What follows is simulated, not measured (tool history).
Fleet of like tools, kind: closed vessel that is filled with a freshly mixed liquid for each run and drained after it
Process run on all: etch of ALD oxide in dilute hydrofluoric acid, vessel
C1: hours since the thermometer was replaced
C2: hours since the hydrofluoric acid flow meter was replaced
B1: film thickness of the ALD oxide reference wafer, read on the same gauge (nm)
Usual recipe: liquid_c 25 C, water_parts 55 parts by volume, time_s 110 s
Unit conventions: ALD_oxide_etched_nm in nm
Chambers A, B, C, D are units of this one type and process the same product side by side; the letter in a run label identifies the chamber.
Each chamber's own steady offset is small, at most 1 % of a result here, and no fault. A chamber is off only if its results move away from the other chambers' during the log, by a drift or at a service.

run 1B hour=7.9 | liquid_c=25 water_parts=55 time_s=110 | C1=347.7 C2=651.3 | B1=140.02 | ALD_oxide_etched_nm=45.826
run 2D hour=17.3 | liquid_c=25 water_parts=55 time_s=110 | C1=1680.9 C2=73.7 | B1=139.98 | ALD_oxide_etched_nm=45.8
run 3A hour=26 | liquid_c=25 water_parts=55 time_s=110 | C1=1505.3 C2=236.2 | B1=140.04 | ALD_oxide_etched_nm=45.791
run 4C hour=32.8 | liquid_c=25 water_parts=55 time_s=110 | C1=210.6 C2=245.6 | B1=140.02 | ALD_oxide_etched_nm=45.866
run 5B hour=37.9 | liquid_c=25 water_parts=55 time_s=110 | C1=377.7 C2=681.3 | B1=140 | ALD_oxide_etched_nm=45.382
run 6C hour=45.7 | liquid_c=25 water_parts=55 time_s=110 | C1=223.5 C2=258.5 | B1=140.02 | ALD_oxide_etched_nm=46.249
run 7A hour=54.1 | liquid_c=23 water_parts=55 time_s=110 | C1=1533.4 C2=264.3 | B1=140.01 | ALD_oxide_etched_nm=42.308
run 8D hour=61.3 | liquid_c=23 water_parts=55 time_s=110 | C1=1724.9 C2=117.7 | B1=139.99 | ALD_oxide_etched_nm=42.066
run 9D hour=72.2 | liquid_c=23 water_parts=55 time_s=110 | C1=1735.8 C2=128.6 | B1=139.96 | ALD_oxide_etched_nm=42.23
run 10A hour=82.6 | liquid_c=23 water_parts=55 time_s=110 | C1=1561.9 C2=292.8 | B1=139.98 | ALD_oxide_etched_nm=42.339
run 11C hour=91.4 | liquid_c=25 water_parts=80 time_s=50 | C1=269.2 C2=304.2 | B1=140 | ALD_oxide_etched_nm=13.966
run 12B hour=97.6 | liquid_c=25 water_parts=80 time_s=50 | C1=437.4 C2=741 | B1=139.99 | ALD_oxide_etched_nm=13.688
run 13A hour=106.5 | liquid_c=25 water_parts=80 time_s=50 | C1=1585.8 C2=316.7 | B1=139.99 | ALD_oxide_etched_nm=14.017
run 14B hour=111.7 | liquid_c=25 water_parts=80 time_s=50 | C1=451.5 C2=755.1 | B1=139.98 | ALD_oxide_etched_nm=13.735
run 15C hour=122.2 | liquid_c=25 water_parts=55 time_s=110 | C1=300 C2=335 | B1=140.01 | ALD_oxide_etched_nm=45.741
run 16D hour=130.4 | liquid_c=25 water_parts=75 time_s=110 | C1=1794 C2=186.8 | B1=140 | ALD_oxide_etched_nm=32.809
run 17B hour=135.8 | liquid_c=25 water_parts=75 time_s=110 | C1=475.6 C2=779.2 | B1=139.98 | ALD_oxide_etched_nm=32.644
run 18C hour=143.2 | liquid_c=25 water_parts=75 time_s=110 | C1=321 C2=356 | B1=139.98 | ALD_oxide_etched_nm=33.394
run 19D hour=149.6 | liquid_c=25 water_parts=75 time_s=110 | C1=1813.2 C2=206 | B1=139.98 | ALD_oxide_etched_nm=32.722
run 20A hour=159.8 | liquid_c=25 water_parts=55 time_s=55 | C1=1639.1 C2=370 | B1=140.02 | ALD_oxide_etched_nm=23.152
run 21C hour=168.2 | liquid_c=25 water_parts=55 time_s=55 | C1=346 C2=381 | B1=139.99 | ALD_oxide_etched_nm=23.647
run 22A hour=178.1 | liquid_c=25 water_parts=55 time_s=55 | C1=1657.4 C2=388.3 | B1=140 | ALD_oxide_etched_nm=22.975
run 23B hour=183.4 | liquid_c=25 water_parts=55 time_s=55 | C1=523.2 C2=826.8 | B1=140.02 | ALD_oxide_etched_nm=22.637
-- hour=191.7 chamber B: hydrofluoric acid flow meter replaced
run 24D hour=191.8 | liquid_c=25 water_parts=55 time_s=110 | C1=1855.4 C2=248.2 | B1=140 | ALD_oxide_etched_nm=46.068
run 25B hour=197.5 | liquid_c=25 water_parts=85 time_s=75 | C1=537.3 C2=5.8 | B1=139.96 | ALD_oxide_etched_nm=19.296
run 26A hour=202.8 | liquid_c=25 water_parts=85 time_s=75 | C1=1682.1 C2=413 | B1=140.01 | ALD_oxide_etched_nm=19.791
run 27D hour=214.3 | liquid_c=25 water_parts=85 time_s=75 | C1=1877.9 C2=270.7 | B1=140.02 | ALD_oxide_etched_nm=19.635
run 28C hour=219.6 | liquid_c=25 water_parts=85 time_s=75 | C1=397.4 C2=432.4 | B1=140.01 | ALD_oxide_etched_nm=20.606
run 29D hour=224.8 | liquid_c=25 water_parts=55 time_s=110 | C1=1888.4 C2=281.2 | B1=140 | ALD_oxide_etched_nm=45.788
run 30C hour=231.2 | liquid_c=25 water_parts=55 time_s=110 | C1=409 C2=444 | B1=140.03 | ALD_oxide_etched_nm=48.285
run 31A hour=240.4 | liquid_c=25 water_parts=55 time_s=110 | C1=1719.7 C2=450.6 | B1=139.99 | ALD_oxide_etched_nm=46.274
run 32B hour=249.5 | liquid_c=25 water_parts=55 time_s=110 | C1=589.3 C2=57.8 | B1=139.99 | ALD_oxide_etched_nm=45.701
run 33C hour=259.3 | liquid_c=25 water_parts=70 time_s=110 | C1=437.1 C2=472.1 | B1=140 | ALD_oxide_etched_nm=38.13
run 34D hour=264.5 | liquid_c=25 water_parts=70 time_s=110 | C1=1928.1 C2=320.9 | B1=139.99 | ALD_oxide_etched_nm=35.733
run 35A hour=275 | liquid_c=25 water_parts=70 time_s=110 | C1=1754.3 C2=485.2 | B1=139.98 | ALD_oxide_etched_nm=35.842
run 36B hour=285.1 | liquid_c=25 water_parts=70 time_s=110 | C1=624.9 C2=93.4 | B1=139.98 | ALD_oxide_etched_nm=35.257

The same settings go to every chamber for the next run, one line per chamber below. Forecast the results for each:
run 37A hour=293.4 | liquid_c=25 water_parts=55 time_s=130 | ALD_oxide_etched_nm=?
run 37B hour=293.4 | liquid_c=25 water_parts=55 time_s=130 | ALD_oxide_etched_nm=?
run 37C hour=293.4 | liquid_c=25 water_parts=55 time_s=130 | ALD_oxide_etched_nm=?
run 37D hour=293.4 | liquid_c=25 water_parts=55 time_s=130 | ALD_oxide_etched_nm=?

run=37A ALD_oxide_etched_nm=54.352
run=37B ALD_oxide_etched_nm=53.326
run=37C ALD_oxide_etched_nm=58.881
run=37D ALD_oxide_etched_nm=54.976
